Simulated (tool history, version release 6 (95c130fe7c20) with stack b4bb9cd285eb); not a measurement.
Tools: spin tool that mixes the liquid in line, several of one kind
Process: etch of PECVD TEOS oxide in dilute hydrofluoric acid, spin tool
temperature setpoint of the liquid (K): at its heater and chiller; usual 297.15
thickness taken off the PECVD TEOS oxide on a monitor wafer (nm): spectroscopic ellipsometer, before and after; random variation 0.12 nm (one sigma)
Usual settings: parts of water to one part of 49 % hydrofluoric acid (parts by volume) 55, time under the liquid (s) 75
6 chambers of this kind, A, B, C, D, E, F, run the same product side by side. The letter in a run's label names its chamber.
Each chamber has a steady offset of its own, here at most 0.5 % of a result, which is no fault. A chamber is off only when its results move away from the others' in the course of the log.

run   hour  temperature setpoint of the liquid (K)  parts of water to one part of 49 % hydrofluoric acid (parts by volume)  time under the liquid (s)  hours since the thermometer was replaced  hours since the hydrofluoric acid flow meter was replaced  read-back film thickness of the PECVD TEOS oxide reference wafer, read on the same gauge (nm)  thickness taken off the PECVD TEOS oxide on a monitor wafer (nm)
 1E      8                                  297.15                                                                      55                         75                                    1194.7                                                      323.3                                                                                         100.03                                                            12.349
 2C   15.4                                  297.15                                                                      55                         75                                    2020.5                                                      153.1                                                                                         99.996                                                            12.464
 3A   25.5                                  297.15                                                                      55                         75                                      70.1                                                     1882.5                                                                                         100.01                                                            12.275
 4B   30.6                                  297.15                                                                      55                         75                                     196.3                                                      173.1                                                                                         99.989                                                            12.229
 5F   36.2                                  297.15                                                                      55                         75                                       367                                                     1157.3                                                                                         100.02                                                            12.371
 6D   43.5                                  297.15                                                                      55                         75                                     533.9                                                      471.3                                                                                         100.03                                                            12.184
 7B   48.8                                  297.15                                                                      55                         75                                     214.5                                                      191.3                                                                                            100                                                            12.345
 8F   57.6                                  297.15                                                                      55                         75                                     388.4                                                     1178.7                                                                                         99.984                                                             12.57
 9D   67.1                                  297.15                                                                      55                         75                                     557.5                                                      494.9                                                                                         99.995                                                            12.316
10A     76                                  297.15                                                                      55                         75                                     120.6                                                       1933                                                                                         99.986                                                            12.311
11E   80.7                                  300.65                                                                      80                         75                                    1267.4                                                        396                                                                                         99.974                                                            9.3721
12C   86.2                                  300.65                                                                      80                         75                                    2091.3                                                      223.9                                                                                            100                                                             9.374
13E   92.3                                  300.65                                                                      80                         75                                      1279                                                      407.6                                                                                         100.02                                                            9.4301
14A  100.9                                  300.65                                                                      80                         75                                     145.5                                                     1957.9                                                                                            100                                                            9.4188
15D  108.5                                  300.65                                                                      80                         75                                     598.9                                                      536.3                                                                                         100.03                                                            9.4753
16B  113.9                                  300.65                                                                      80                         75                                     279.6                                                      256.4                                                                                          99.99                                                            9.2966
17F  118.6                                  297.15                                                                      55                         35                                     449.4                                                     1239.7                                                                                         100.01                                                            5.8647
18C  124.2                                  297.15                                                                      55                         35                                    2129.3                                                      261.9                                                                                         99.997                                                            5.7098
19A  133.5                                  297.15                                                                      55                         35                                     178.1                                                     1990.5                                                                                         100.02                                                            5.8131
20E  138.2                                  297.15                                                                      55                         35                                    1324.9                                                      453.5                                                                                         100.01                                                            5.7348
21D    144                                  297.15                                                                      55                         35                                     634.4                                                      571.8                                                                                         99.991                                                            5.8715
22B  153.1                                  297.15                                                                      55                         35                                     318.8                                                      295.6                                                                                            100                                                            5.7371
23C  159.3                                  297.15                                                                      55                         75                                    2164.4                                                        297                                                                                         100.03                                                            12.249
24F  169.3                                  297.15                                                                      55                         75                                     500.1                                                     1290.4                                                                                         99.989                                                            12.294
25D  174.6                                  297.15                                                                      55                         75                                       665                                                      602.4                                                                                         99.972                                                             12.92
26F  180.4                                  297.15                                                                      55                        115                                     511.2                                                     1301.5                                                                                         100.04                                                            19.144
27B  186.5                                  297.15                                                                      55                        115                                     352.2                                                        329                                                                                         100.04                                                            19.214
     194.7  -- chamber F: hydrofluoric acid flow meter replaced
28A  196.1                                  297.15                                                                      55                        115                                     240.7                                                     2053.1                                                                                         99.954                                                            19.028
29E  204.3                                  297.15                                                                      55                        115                                      1391                                                      519.6                                                                                         100.02                                                            18.927
30C  210.4                                  297.15                                                                      55                        115                                    2215.5                                                      348.1                                                                                         99.982                                                            18.512
31A  220.6                                  297.15                                                                      55                        115                                     265.2                                                     2077.6                                                                                         99.986                                                            18.902
32E  227.5                                  297.15                                                                      55                         75                                    1414.2                                                      542.8                                                                                         99.996                                                            12.381
33F  237.3                                  297.15                                                                      55                         75                                     568.1                                                       42.7                                                                                         100.01                                                            12.265
34B  247.8                                  297.15                                                                      55                         75                                     413.5                                                      390.3                                                                                         100.03                                                            12.231
35D  257.7                                  297.15                                                                      55                         75                                     748.1                                                      685.5                                                                                         99.995                                                            13.574
36C  263.9                                  297.15                                                                      55                         75                                      2269                                                      401.6                                                                                         99.962                                                            12.294

Is one chamber off against the others, does the gauge drift, or is nothing wrong? If a chamber is off, say which, and what the likeliest cause is.

Chamber D drifts away from the others.
Cause: hydrofluoric acid flow above the setpoint (%) = 9.54.
The log may not tell that from: liquid hotter than its thermometer reads (K).

Here are 4 candidates for chamber D's next run, each the usual settings with a change, their results left as question marks. Which one brings its results back in line with what the others give on the usual settings?
In line means no further than this from the other chambers' mean on the usual settings: thickness taken off the PECVD TEOS oxide on a monitor wafer (nm) 0.41
37D-1  271.4                                  297.15                                                                      50                         75                                                                                                                                                                                                                                                                     ?
37D-2  271.4                                  298.15                                                                      55                         75                                                                                                                                                                                                                                                                     ?
37D-3  271.4                                  296.15                                                                      55                         75                                                                                                                                                                                                                                                                     ?
37D-4  271.4                                  297.15                                                                      60                         75                                                                                                                                                                                                                                                                     ?

The other chambers' mean on the usual settings: thickness taken off the PECVD TEOS oxide on a monitor wafer (nm) 12.333
  run  thickness taken off the PECVD TEOS oxide on a monitor wafer (nm)
37D-1                                                            14.906
37D-2                                                            14.048
37D-3                                                            12.948
37D-4                                                            12.306
37D-4 brings the chamber back in line.

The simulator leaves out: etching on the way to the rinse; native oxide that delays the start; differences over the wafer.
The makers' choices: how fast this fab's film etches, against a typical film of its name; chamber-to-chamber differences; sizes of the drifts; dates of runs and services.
